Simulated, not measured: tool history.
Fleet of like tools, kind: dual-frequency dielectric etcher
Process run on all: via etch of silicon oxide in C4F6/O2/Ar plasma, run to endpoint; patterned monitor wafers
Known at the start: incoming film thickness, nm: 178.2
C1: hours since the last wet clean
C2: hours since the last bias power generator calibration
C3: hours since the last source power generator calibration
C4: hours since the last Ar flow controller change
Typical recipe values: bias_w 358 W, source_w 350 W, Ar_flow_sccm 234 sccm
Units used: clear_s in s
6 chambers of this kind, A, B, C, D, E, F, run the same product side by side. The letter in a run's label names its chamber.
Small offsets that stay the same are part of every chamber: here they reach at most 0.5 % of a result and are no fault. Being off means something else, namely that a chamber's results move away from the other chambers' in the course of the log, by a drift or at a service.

{"run": "1D", "hour": 9.3, "bias_w": 358, "source_w": 350, "Ar_flow_sccm": 234, "C1": 193.4, "C2": 3082.8, "C3": 4191.6, "C4": 2495.5, "clear_s": 45.105}
{"hour": 18.8, "done": "chamber F: wet clean of the chamber"}
{"run": "2E", "hour": 18.9, "bias_w": 358, "source_w": 350, "Ar_flow_sccm": 234, "C1": 275.4, "C2": 903.4, "C3": 2753.9, "C4": 3002.1, "clear_s": 45.06}
{"run": "3C", "hour": 25.3, "bias_w": 358, "source_w": 350, "Ar_flow_sccm": 234, "C1": 267.4, "C2": 541, "C3": 1240.4, "C4": 2855.2, "clear_s": 45.532}
{"run": "4F", "hour": 33.8, "bias_w": 358, "source_w": 350, "Ar_flow_sccm": 234, "C1": 15, "C2": 1278, "C3": 2637.5, "C4": 3353.7, "clear_s": 44.921}
{"run": "5B", "hour": 44.6, "bias_w": 358, "source_w": 350, "Ar_flow_sccm": 234, "C1": 175.2, "C2": 3684.1, "C3": 1610.1, "C4": 3702, "clear_s": 44.984}
{"run": "6A", "hour": 51.7, "bias_w": 358, "source_w": 350, "Ar_flow_sccm": 234, "C1": 52.1, "C2": 98.5, "C3": 675.2, "C4": 1319.6, "clear_s": 45.486}
{"run": "7D", "hour": 61.5, "bias_w": 358, "source_w": 410, "Ar_flow_sccm": 234, "C1": 245.6, "C2": 3135, "C3": 4243.8, "C4": 2547.7, "clear_s": 42.626}
{"run": "8F", "hour": 71.6, "bias_w": 358, "source_w": 410, "Ar_flow_sccm": 234, "C1": 52.8, "C2": 1315.8, "C3": 2675.3, "C4": 3391.5, "clear_s": 42.678}
{"run": "9C", "hour": 84.1, "bias_w": 358, "source_w": 410, "Ar_flow_sccm": 234, "C1": 326.2, "C2": 599.8, "C3": 1299.2, "C4": 2914, "clear_s": 42.987}
{"run": "10A", "hour": 92.1, "bias_w": 358, "source_w": 410, "Ar_flow_sccm": 234, "C1": 92.5, "C2": 138.9, "C3": 715.6, "C4": 1360, "clear_s": 42.556}
{"run": "11B", "hour": 101.2, "bias_w": 358, "source_w": 410, "Ar_flow_sccm": 234, "C1": 231.8, "C2": 3740.7, "C3": 1666.7, "C4": 3758.6, "clear_s": 42.239}
{"run": "12E", "hour": 107.5, "bias_w": 358, "source_w": 410, "Ar_flow_sccm": 234, "C1": 364, "C2": 992, "C3": 2842.5, "C4": 3090.7, "clear_s": 43.028}
{"hour": 110.7, "done": "chamber D: Ar flow controller replaced"}
{"hour": 113.5, "done": "chamber F: Ar flow controller replaced"}
{"run": "13B", "hour": 115.5, "bias_w": 358, "source_w": 350, "Ar_flow_sccm": 234, "C1": 246.1, "C2": 3755, "C3": 1681, "C4": 3772.9, "clear_s": 45.183}
{"run": "14D", "hour": 124.1, "bias_w": 358, "source_w": 350, "Ar_flow_sccm": 234, "C1": 308.2, "C2": 3197.6, "C3": 4306.4, "C4": 13.4, "clear_s": 45.047}
{"run": "15A", "hour": 136.7, "bias_w": 358, "source_w": 430, "Ar_flow_sccm": 208, "C1": 137.1, "C2": 183.5, "C3": 760.2, "C4": 1404.6, "clear_s": 41.456}
{"run": "16C", "hour": 144.6, "bias_w": 358, "source_w": 430, "Ar_flow_sccm": 208, "C1": 386.7, "C2": 660.3, "C3": 1359.7, "C4": 2974.5, "clear_s": 42.065}
{"run": "17F", "hour": 155.9, "bias_w": 358, "source_w": 430, "Ar_flow_sccm": 208, "C1": 137.1, "C2": 1400.1, "C3": 2759.6, "C4": 42.5, "clear_s": 41.664}
{"run": "18E", "hour": 163.1, "bias_w": 358, "source_w": 430, "Ar_flow_sccm": 208, "C1": 419.6, "C2": 1047.6, "C3": 2898.1, "C4": 3146.3, "clear_s": 41.433}
{"hour": 167.8, "done": "chamber E: wet clean of the chamber"}
{"run": "19A", "hour": 171.4, "bias_w": 358, "source_w": 430, "Ar_flow_sccm": 208, "C1": 171.8, "C2": 218.2, "C3": 794.9, "C4": 1439.3, "clear_s": 41.225}
{"run": "20B", "hour": 184.3, "bias_w": 358, "source_w": 430, "Ar_flow_sccm": 208, "C1": 314.9, "C2": 3823.8, "C3": 1749.8, "C4": 3841.7, "clear_s": 40.913}
{"run": "21F", "hour": 191.4, "bias_w": 358, "source_w": 350, "Ar_flow_sccm": 234, "C1": 172.6, "C2": 1435.6, "C3": 2795.1, "C4": 78, "clear_s": 45.833}
{"hour": 198.9, "done": "chamber F: source power generator calibrated"}
{"run": "22E", "hour": 199.9, "bias_w": 358, "source_w": 350, "Ar_flow_sccm": 234, "C1": 32.2, "C2": 1084.4, "C3": 2934.9, "C4": 3183.1, "clear_s": 45.424}
{"run": "23C", "hour": 209.8, "bias_w": 358, "source_w": 350, "Ar_flow_sccm": 234, "C1": 451.9, "C2": 725.5, "C3": 1424.9, "C4": 3039.7, "clear_s": 46.187}
{"run": "24D", "hour": 221.6, "bias_w": 358, "source_w": 350, "Ar_flow_sccm": 234, "C1": 405.7, "C2": 3295.1, "C3": 4403.9, "C4": 110.9, "clear_s": 45.185}
{"run": "25F", "hour": 232.3, "bias_w": 358, "source_w": 350, "Ar_flow_sccm": 234, "C1": 213.5, "C2": 1476.5, "C3": 33.5, "C4": 118.9, "clear_s": 45.624}
{"hour": 241.6, "done": "chamber B: wet clean of the chamber"}
{"run": "26D", "hour": 243.9, "bias_w": 358, "source_w": 350, "Ar_flow_sccm": 234, "C1": 428, "C2": 3317.4, "C3": 4426.2, "C4": 133.2, "clear_s": 45.149}
{"run": "27A", "hour": 250.9, "bias_w": 358, "source_w": 350, "Ar_flow_sccm": 234, "C1": 251.3, "C2": 297.7, "C3": 874.4, "C4": 1518.8, "clear_s": 45.096}
{"run": "28E", "hour": 260.3, "bias_w": 321, "source_w": 310, "Ar_flow_sccm": 234, "C1": 92.6, "C2": 1144.8, "C3": 2995.3, "C4": 3243.5, "clear_s": 49.425}
{"hour": 272.6, "done": "chamber D: wet clean of the chamber"}
{"run": "29B", "hour": 273.3, "bias_w": 321, "source_w": 310, "Ar_flow_sccm": 234, "C1": 31.7, "C2": 3912.8, "C3": 1838.8, "C4": 3930.7, "clear_s": 49.733}
{"run": "30C", "hour": 283.9, "bias_w": 321, "source_w": 310, "Ar_flow_sccm": 234, "C1": 526, "C2": 799.6, "C3": 1499, "C4": 3113.8, "clear_s": 50.778}
{"hour": 295.7, "done": "chamber D: source power generator calibrated"}
{"run": "31D", "hour": 297.0, "bias_w": 321, "source_w": 310, "Ar_flow_sccm": 234, "C1": 24.5, "C2": 3370.5, "C3": 1.3, "C4": 186.3, "clear_s": 49.617}
{"run": "32C", "hour": 305.7, "bias_w": 321, "source_w": 310, "Ar_flow_sccm": 234, "C1": 547.8, "C2": 821.4, "C3": 1520.8, "C4": 3135.6, "clear_s": 51.43}
{"run": "33A", "hour": 314.6, "bias_w": 321, "source_w": 310, "Ar_flow_sccm": 234, "C1": 315, "C2": 361.4, "C3": 938.1, "C4": 1582.5, "clear_s": 48.931}
{"run": "34F", "hour": 323.4, "bias_w": 358, "source_w": 350, "Ar_flow_sccm": 234, "C1": 304.6, "C2": 1567.6, "C3": 124.6, "C4": 210, "clear_s": 45.354}
{"run": "35E", "hour": 334.8, "bias_w": 358, "source_w": 350, "Ar_flow_sccm": 234, "C1": 167.1, "C2": 1219.3, "C3": 3069.8, "C4": 3318, "clear_s": 45.499}
{"run": "36B", "hour": 341.3, "bias_w": 358, "source_w": 350, "Ar_flow_sccm": 234, "C1": 99.7, "C2": 3980.8, "C3": 1906.8, "C4": 3998.7, "clear_s": 45.036}
{"run": "37D", "hour": 349.2, "bias_w": 318, "source_w": 270, "Ar_flow_sccm": 234, "C1": 76.7, "C2": 3422.7, "C3": 53.5, "C4": 238.5, "clear_s": 52.35}
{"hour": 353.1, "done": "chamber A: wet clean of the chamber"}
{"run": "38A", "hour": 358.6, "bias_w": 318, "source_w": 270, "Ar_flow_sccm": 234, "C1": 5.6, "C2": 405.4, "C3": 982.1, "C4": 1626.5, "clear_s": 51.501}
{"run": "39E", "hour": 365.3, "bias_w": 318, "source_w": 270, "Ar_flow_sccm": 234, "C1": 197.6, "C2": 1249.8, "C3": 3100.3, "C4": 3348.5, "clear_s": 52.623}
{"run": "40B", "hour": 372.4, "bias_w": 318, "source_w": 270, "Ar_flow_sccm": 234, "C1": 130.8, "C2": 4011.9, "C3": 1937.9, "C4": 4029.8, "clear_s": 52.668}
{"run": "41F", "hour": 382.2, "bias_w": 318, "source_w": 270, "Ar_flow_sccm": 234, "C1": 363.4, "C2": 1626.4, "C3": 183.4, "C4": 268.8, "clear_s": 52.123}
{"hour": 386.6, "done": "chamber C: Ar flow controller replaced"}
{"run": "42C", "hour": 390.0, "bias_w": 318, "source_w": 270, "Ar_flow_sccm": 234, "C1": 632.1, "C2": 905.7, "C3": 1605.1, "C4": 3.4, "clear_s": 54.346}
{"run": "43F", "hour": 398.6, "bias_w": 393, "source_w": 420, "Ar_flow_sccm": 234, "C1": 379.8, "C2": 1642.8, "C3": 199.8, "C4": 285.2, "clear_s": 41.047}
{"run": "44A", "hour": 410.4, "bias_w": 393, "source_w": 420, "Ar_flow_sccm": 234, "C1": 57.4, "C2": 457.2, "C3": 1033.9, "C4": 1678.3, "clear_s": 40.906}

Does one chamber stand apart from the rest, does the shared gauge drift, or is all well apart from small per-chamber offsets? Give the chamber and the most likely cause, where there is one.

Chamber C drifts away from the others.
Most likely cause: etch rate under this chamber's usual, % = 4.31.

Below are 4 candidate recipes for chamber C's next run, each the usual settings with a change, their results shown as question marks. Which of them brings C's results back in line with what the other chambers give on the usual settings?
Maximum distance from the other chambers' mean on the usual settings for a result to count as in line: clear_s 0.87 s
{"run": "45C-1", "hour": 420.2, "bias_w": 365, "source_w": 360, "Ar_flow_sccm": 233, "clear_s": "?"}
{"run": "45C-2", "hour": 420.2, "bias_w": 380, "source_w": 370, "Ar_flow_sccm": 230, "clear_s": "?"}
{"run": "45C-3", "hour": 420.2, "bias_w": 351, "source_w": 340, "Ar_flow_sccm": 235, "clear_s": "?"}
{"run": "45C-4", "hour": 420.2, "bias_w": 358, "source_w": 310, "Ar_flow_sccm": 242, "clear_s": "?"}

Average result of the remaining chambers running the usual settings: clear_s 45.271 s
run=45C-1 clear_s=46.565
run=45C-2 clear_s=45.372
run=45C-3 clear_s=48.277
run=45C-4 clear_s=49.783
45C-2 is the one that brings the chamber's results back in line with the other chambers.

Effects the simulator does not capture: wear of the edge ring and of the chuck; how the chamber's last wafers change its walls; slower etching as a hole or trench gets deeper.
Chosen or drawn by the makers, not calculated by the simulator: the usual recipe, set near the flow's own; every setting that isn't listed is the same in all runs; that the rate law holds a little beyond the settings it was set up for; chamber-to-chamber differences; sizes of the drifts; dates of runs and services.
